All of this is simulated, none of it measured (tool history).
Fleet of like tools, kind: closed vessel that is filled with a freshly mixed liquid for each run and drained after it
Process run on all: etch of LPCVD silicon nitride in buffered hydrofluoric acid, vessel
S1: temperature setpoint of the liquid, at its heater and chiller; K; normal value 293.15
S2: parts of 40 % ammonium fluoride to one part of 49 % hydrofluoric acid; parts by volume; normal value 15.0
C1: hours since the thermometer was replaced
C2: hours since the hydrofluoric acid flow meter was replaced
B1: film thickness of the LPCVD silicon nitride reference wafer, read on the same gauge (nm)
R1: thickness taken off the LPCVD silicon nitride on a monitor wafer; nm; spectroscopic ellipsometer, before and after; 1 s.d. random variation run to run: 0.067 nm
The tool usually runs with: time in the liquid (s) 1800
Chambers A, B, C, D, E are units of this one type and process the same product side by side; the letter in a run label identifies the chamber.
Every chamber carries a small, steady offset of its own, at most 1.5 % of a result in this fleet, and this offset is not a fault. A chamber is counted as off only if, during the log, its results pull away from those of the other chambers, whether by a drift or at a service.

run 1E day=0.092 | S1=293.15 S2=15.0 time_in_the_liquid_(s)=1800 | C1=596.7 C2=1797.0 | B1=99.965 | R1=12.6470
run 2D day=0.258 | S1=293.15 S2=15.0 time_in_the_liquid_(s)=1800 | C1=930.7 C2=336.5 | B1=100.020 | R1=12.3260
run 3C day=0.392 | S1=293.15 S2=15.0 time_in_the_liquid_(s)=1800 | C1=699.1 C2=64.7 | B1=99.954 | R1=12.7570
run 4A day=0.517 | S1=293.15 S2=15.0 time_in_the_liquid_(s)=1800 | C1=131.7 C2=724.4 | B1=100.020 | R1=12.6290
run 5B day=0.612 | S1=297.65 S2=15.0 time_in_the_liquid_(s)=1800 | C1=1169.4 C2=687.9 | B1=100.000 | R1=16.1010
run 6A day=0.750 | S1=297.65 S2=15.0 time_in_the_liquid_(s)=1800 | C1=137.3 C2=730.0 | B1=100.060 | R1=16.1320
run 7B day=0.862 | S1=297.65 S2=15.0 time_in_the_liquid_(s)=1800 | C1=1175.4 C2=693.9 | B1=100.010 | R1=16.0500
run 8E day=0.975 | S1=297.65 S2=15.0 time_in_the_liquid_(s)=1800 | C1=617.9 C2=1818.2 | B1=100.010 | R1=16.1160
run 9D day=1.125 | S1=297.65 S2=15.0 time_in_the_liquid_(s)=1800 | C1=951.5 C2=357.3 | B1=99.982 | R1=15.9030
run 10C day=1.221 | S1=293.15 S2=15.0 time_in_the_liquid_(s)=1800 | C1=719.0 C2=84.6 | B1=100.000 | R1=12.7380
run 11E day=1.371 | S1=293.15 S2=15.0 time_in_the_liquid_(s)=1800 | C1=627.4 C2=1827.7 | B1=100.020 | R1=12.7040
run 12A day=1.450 | S1=293.15 S2=15.0 time_in_the_liquid_(s)=1800 | C1=154.1 C2=746.8 | B1=99.992 | R1=12.7440
run 13C day=1.617 | S1=293.15 S2=15.0 time_in_the_liquid_(s)=1800 | C1=728.5 C2=94.1 | B1=100.000 | R1=12.7070
run 14B day=1.725 | S1=290.65 S2=15.0 time_in_the_liquid_(s)=1800 | C1=1196.1 C2=714.6 | B1=100.010 | R1=11.0050
run 15D day=1.883 | S1=290.65 S2=15.0 time_in_the_liquid_(s)=1800 | C1=969.7 C2=375.5 | B1=99.999 | R1=10.6930
run 16E day=2.025 | S1=290.65 S2=15.0 time_in_the_liquid_(s)=1800 | C1=643.1 C2=1843.4 | B1=100.040 | R1=10.8990
run 17D day=2.117 | S1=290.65 S2=15.0 time_in_the_liquid_(s)=1800 | C1=975.3 C2=381.1 | B1=100.000 | R1=10.7510
run 18C day=2.204 | S1=290.65 S2=15.0 time_in_the_liquid_(s)=1800 | C1=742.6 C2=108.2 | B1=99.978 | R1=10.9350
run 19B day=2.296 | S1=293.15 S2=20.5 time_in_the_liquid_(s)=1800 | C1=1209.8 C2=728.3 | B1=100.010 | R1=9.2721
run 20A day=2.446 | S1=293.15 S2=20.5 time_in_the_liquid_(s)=1800 | C1=178.0 C2=770.7 | B1=99.963 | R1=9.3897
run 21C day=2.542 | S1=293.15 S2=20.5 time_in_the_liquid_(s)=1800 | C1=750.7 C2=116.3 | B1=99.949 | R1=9.3876
run 22A day=2.621 | S1=293.15 S2=20.5 time_in_the_liquid_(s)=1800 | C1=182.2 C2=774.9 | B1=99.973 | R1=9.5181
run 23D day=2.762 | S1=293.15 S2=20.5 time_in_the_liquid_(s)=1800 | C1=990.8 C2=396.6 | B1=100.030 | R1=9.2270
run 24E day=2.850 | S1=293.15 S2=15.0 time_in_the_liquid_(s)=1800 | C1=662.9 C2=1863.2 | B1=100.040 | R1=12.6480
run 25B day=2.958 | S1=293.15 S2=15.0 time_in_the_liquid_(s)=1800 | C1=1225.7 C2=744.2 | B1=100.020 | R1=12.6730
run 26A day=3.079 | S1=293.15 S2=15.0 time_in_the_liquid_(s)=1800 | C1=193.2 C2=785.9 | B1=99.953 | R1=13.1410
run 27C day=3.204 | S1=293.15 S2=15.0 time_in_the_liquid_(s)=1800 | C1=766.6 C2=132.2 | B1=99.973 | R1=12.6800
run 28D day=3.296 | S1=293.15 S2=15.0 time_in_the_liquid_(s)=1800 | C1=1003.6 C2=409.4 | B1=100.040 | R1=12.2990
run 29E day=3.388 | S1=293.15 S2=15.0 time_in_the_liquid_(s)=1800 | C1=675.8 C2=1876.1 | B1=100.040 | R1=12.5100
run 30B day=3.521 | S1=293.15 S2=15.0 time_in_the_liquid_(s)=1800 | C1=1239.2 C2=757.7 | B1=99.980 | R1=12.6310
run 31E day=3.658 | S1=293.15 S2=15.0 time_in_the_liquid_(s)=1800 | C1=682.3 C2=1882.6 | B1=99.968 | R1=12.5240
run 32B day=3.758 | S1=293.15 S2=15.0 time_in_the_liquid_(s)=1800 | C1=1244.9 C2=763.4 | B1=99.987 | R1=12.5590
run 33D day=3.858 | S1=293.15 S2=15.0 time_in_the_liquid_(s)=1800 | C1=1017.1 C2=422.9 | B1=99.993 | R1=12.4740
run 34C day=4.000 | S1=293.15 S2=15.0 time_in_the_liquid_(s)=1800 | C1=785.7 C2=151.3 | B1=100.010 | R1=12.5890
run 35A day=4.150 | S1=293.15 S2=15.0 time_in_the_liquid_(s)=1800 | C1=218.9 C2=811.6 | B1=100.020 | R1=13.4100
run 36D day=4.283 | S1=293.15 S2=15.0 time_in_the_liquid_(s)=1800 | C1=1027.3 C2=433.1 | B1=100.040 | R1=12.4590
run 37E day=4.404 | S1=293.15 S2=15.0 time_in_the_liquid_(s)=1800 | C1=700.2 C2=1900.5 | B1=99.965 | R1=12.7220
run 38C day=4.483 | S1=293.15 S2=15.0 time_in_the_liquid_(s)=1800 | C1=797.3 C2=162.9 | B1=100.010 | R1=12.6930
run 39B day=4.654 | S1=293.15 S2=15.0 time_in_the_liquid_(s)=1800 | C1=1266.4 C2=784.9 | B1=99.970 | R1=12.5480
run 40A day=4.746 | S1=293.15 S2=15.0 time_in_the_liquid_(s)=1800 | C1=233.2 C2=825.9 | B1=99.990 | R1=13.4110
run 41E day=4.838 | S1=293.15 S2=15.0 time_in_the_liquid_(s)=1800 | C1=710.6 C2=1910.9 | B1=99.969 | R1=12.6390
run 42B day=4.933 | S1=293.15 S2=15.0 time_in_the_liquid_(s)=1800 | C1=1273.1 C2=791.6 | B1=99.996 | R1=12.5690

Decide between three cases: one chamber stands off from its peers, the gauge reading all wafers drifts, or nothing is wrong past each chamber's small offset. Where a chamber is off, say which and what most likely put it there.

Little by little, chamber A moves away from the other chambers.
Cause: hydrofluoric acid flow above the setpoint (%) = 6.48.
With only this log, it may be confused with: liquid hotter than its thermometer reads (K).

Chamber A could run next with any of the 4 candidate recipes listed below; each alters the usual settings, and their results appear as question marks. Which one brings its results back in line with what the other chambers deliver on the usual settings?
To be in line, a result may differ from the other chambers' mean on the usual settings by at most: R1 0.2400 nm
run 43A-1 day=5.062 | S1=293.15 S2=15.0 time_in_the_liquid_(s)=1740 | R1=?
run 43A-2 day=5.062 | S1=293.65 S2=14.5 time_in_the_liquid_(s)=1800 | R1=?
run 43A-3 day=5.062 | S1=293.15 S2=15.5 time_in_the_liquid_(s)=1730 | R1=?
run 43A-4 day=5.062 | S1=293.15 S2=15.0 time_in_the_liquid_(s)=1850 | R1=?

Average result of the remaining chambers running the usual settings: R1 12.5880 nm
run=43A-1 R1=13.0280
run=43A-2 R1=14.3360
run=43A-3 R1=12.5370
run=43A-4 R1=13.8510
The right change is 43A-3: it brings the chamber back within the allowed miss of the others.
